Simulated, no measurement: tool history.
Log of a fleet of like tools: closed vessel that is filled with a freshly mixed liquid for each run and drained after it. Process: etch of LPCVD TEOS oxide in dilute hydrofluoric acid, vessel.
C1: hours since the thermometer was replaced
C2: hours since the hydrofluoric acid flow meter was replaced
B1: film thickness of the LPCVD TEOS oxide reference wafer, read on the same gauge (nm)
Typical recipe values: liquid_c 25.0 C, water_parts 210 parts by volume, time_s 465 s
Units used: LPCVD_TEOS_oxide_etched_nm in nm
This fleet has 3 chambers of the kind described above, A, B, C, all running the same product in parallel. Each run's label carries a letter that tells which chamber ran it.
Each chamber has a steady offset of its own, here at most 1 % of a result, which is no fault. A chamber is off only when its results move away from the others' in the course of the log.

run 1B day=0.225 | liquid_c=25.0 water_parts=210 time_s=465 | C1=776.3 C2=738.0 | B1=30.004 | LPCVD_TEOS_oxide_etched_nm=41.980
run 2C day=0.421 | liquid_c=25.0 water_parts=210 time_s=465 | C1=78.1 C2=122.6 | B1=29.953 | LPCVD_TEOS_oxide_etched_nm=42.482
run 3A day=0.633 | liquid_c=25.0 water_parts=210 time_s=465 | C1=1649.5 C2=210.1 | B1=30.001 | LPCVD_TEOS_oxide_etched_nm=42.721
run 4B day=0.829 | liquid_c=25.0 water_parts=210 time_s=465 | C1=790.8 C2=752.5 | B1=30.007 | LPCVD_TEOS_oxide_etched_nm=41.965
run 5A day=0.975 | liquid_c=25.0 water_parts=210 time_s=465 | C1=1657.7 C2=218.3 | B1=30.002 | LPCVD_TEOS_oxide_etched_nm=42.330
run 6C day=1.133 | liquid_c=25.0 water_parts=210 time_s=465 | C1=95.2 C2=139.7 | B1=29.991 | LPCVD_TEOS_oxide_etched_nm=43.804
run 7A day=1.271 | liquid_c=27.5 water_parts=210 time_s=270 | C1=1664.8 C2=225.4 | B1=30.004 | LPCVD_TEOS_oxide_etched_nm=26.899
run 8C day=1.438 | liquid_c=27.5 water_parts=210 time_s=270 | C1=102.5 C2=147.0 | B1=29.977 | LPCVD_TEOS_oxide_etched_nm=27.305
run 9B day=1.658 | liquid_c=27.5 water_parts=210 time_s=270 | C1=810.7 C2=772.4 | B1=30.016 | LPCVD_TEOS_oxide_etched_nm=26.803
run 10B day=1.888 | liquid_c=25.0 water_parts=210 time_s=465 | C1=816.2 C2=777.9 | B1=29.989 | LPCVD_TEOS_oxide_etched_nm=42.577
run 11C day=2.008 | liquid_c=25.0 water_parts=210 time_s=465 | C1=116.2 C2=160.7 | B1=30.030 | LPCVD_TEOS_oxide_etched_nm=42.548
run 12A day=2.262 | liquid_c=25.0 water_parts=210 time_s=465 | C1=1688.6 C2=249.2 | B1=29.961 | LPCVD_TEOS_oxide_etched_nm=42.127
run 13C day=2.412 | liquid_c=25.0 water_parts=210 time_s=465 | C1=125.9 C2=170.4 | B1=30.022 | LPCVD_TEOS_oxide_etched_nm=42.705
run 14A day=2.629 | liquid_c=25.0 water_parts=210 time_s=465 | C1=1697.4 C2=258.0 | B1=29.980 | LPCVD_TEOS_oxide_etched_nm=41.660
run 15B day=2.792 | liquid_c=25.0 water_parts=210 time_s=465 | C1=837.9 C2=799.6 | B1=29.968 | LPCVD_TEOS_oxide_etched_nm=42.282
run 16B day=2.921 | liquid_c=25.0 water_parts=210 time_s=465 | C1=841.0 C2=802.7 | B1=30.004 | LPCVD_TEOS_oxide_etched_nm=42.344
run 17A day=3.117 | liquid_c=25.0 water_parts=210 time_s=465 | C1=1709.1 C2=269.7 | B1=29.999 | LPCVD_TEOS_oxide_etched_nm=40.802
run 18C day=3.317 | liquid_c=25.0 water_parts=210 time_s=465 | C1=147.6 C2=192.1 | B1=30.013 | LPCVD_TEOS_oxide_etched_nm=41.859
run 19A day=3.567 | liquid_c=25.0 water_parts=210 time_s=465 | C1=1719.9 C2=280.5 | B1=29.986 | LPCVD_TEOS_oxide_etched_nm=40.511
run 20B day=3.738 | liquid_c=25.0 water_parts=210 time_s=465 | C1=860.6 C2=822.3 | B1=30.006 | LPCVD_TEOS_oxide_etched_nm=41.729
run 21C day=3.900 | liquid_c=25.0 water_parts=210 time_s=465 | C1=161.6 C2=206.1 | B1=30.012 | LPCVD_TEOS_oxide_etched_nm=42.828
run 22B day=4.012 | liquid_c=25.0 water_parts=210 time_s=465 | C1=867.2 C2=828.9 | B1=30.042 | LPCVD_TEOS_oxide_etched_nm=41.924
run 23C day=4.125 | liquid_c=25.0 water_parts=210 time_s=465 | C1=167.0 C2=211.5 | B1=29.982 | LPCVD_TEOS_oxide_etched_nm=42.276
run 24A day=4.304 | liquid_c=25.0 water_parts=210 time_s=465 | C1=1737.6 C2=298.2 | B1=30.004 | LPCVD_TEOS_oxide_etched_nm=40.037
run 25A day=4.467 | liquid_c=25.0 water_parts=210 time_s=465 | C1=1741.5 C2=302.1 | B1=29.989 | LPCVD_TEOS_oxide_etched_nm=39.178
run 26C day=4.612 | liquid_c=25.0 water_parts=210 time_s=735 | C1=178.7 C2=223.2 | B1=30.029 | LPCVD_TEOS_oxide_etched_nm=67.431
run 27B day=4.812 | liquid_c=25.0 water_parts=210 time_s=735 | C1=886.4 C2=848.1 | B1=29.984 | LPCVD_TEOS_oxide_etched_nm=66.859
run 28A day=5.008 | liquid_c=25.0 water_parts=210 time_s=735 | C1=1754.5 C2=315.1 | B1=29.998 | LPCVD_TEOS_oxide_etched_nm=61.609
run 29B day=5.175 | liquid_c=25.0 water_parts=165 time_s=645 | C1=895.1 C2=856.8 | B1=30.026 | LPCVD_TEOS_oxide_etched_nm=79.887
run 30C day=5.417 | liquid_c=25.0 water_parts=165 time_s=645 | C1=198.0 C2=242.5 | B1=29.988 | LPCVD_TEOS_oxide_etched_nm=77.366
run 31A day=5.542 | liquid_c=25.0 water_parts=165 time_s=645 | C1=1767.3 C2=327.9 | B1=30.007 | LPCVD_TEOS_oxide_etched_nm=70.481
run 32C day=5.662 | liquid_c=25.0 water_parts=210 time_s=465 | C1=203.9 C2=248.4 | B1=29.965 | LPCVD_TEOS_oxide_etched_nm=43.105
run 33B day=5.817 | liquid_c=25.0 water_parts=210 time_s=465 | C1=910.5 C2=872.2 | B1=29.996 | LPCVD_TEOS_oxide_etched_nm=42.103
run 34B day=5.962 | liquid_c=25.0 water_parts=210 time_s=465 | C1=914.0 C2=875.7 | B1=29.968 | LPCVD_TEOS_oxide_etched_nm=42.486

For the next run the whole fleet of 3 chambers uses the same settings. Give each chamber's results:
run 35A day=6.146 | liquid_c=25.0 water_parts=210 time_s=465 | LPCVD_TEOS_oxide_etched_nm=?
run 35B day=6.146 | liquid_c=25.0 water_parts=210 time_s=465 | LPCVD_TEOS_oxide_etched_nm=?
run 35C day=6.146 | liquid_c=25.0 water_parts=210 time_s=465 | LPCVD_TEOS_oxide_etched_nm=?

run=35A LPCVD_TEOS_oxide_etched_nm=37.231
run=35B LPCVD_TEOS_oxide_etched_nm=42.222
run=35C LPCVD_TEOS_oxide_etched_nm=42.531
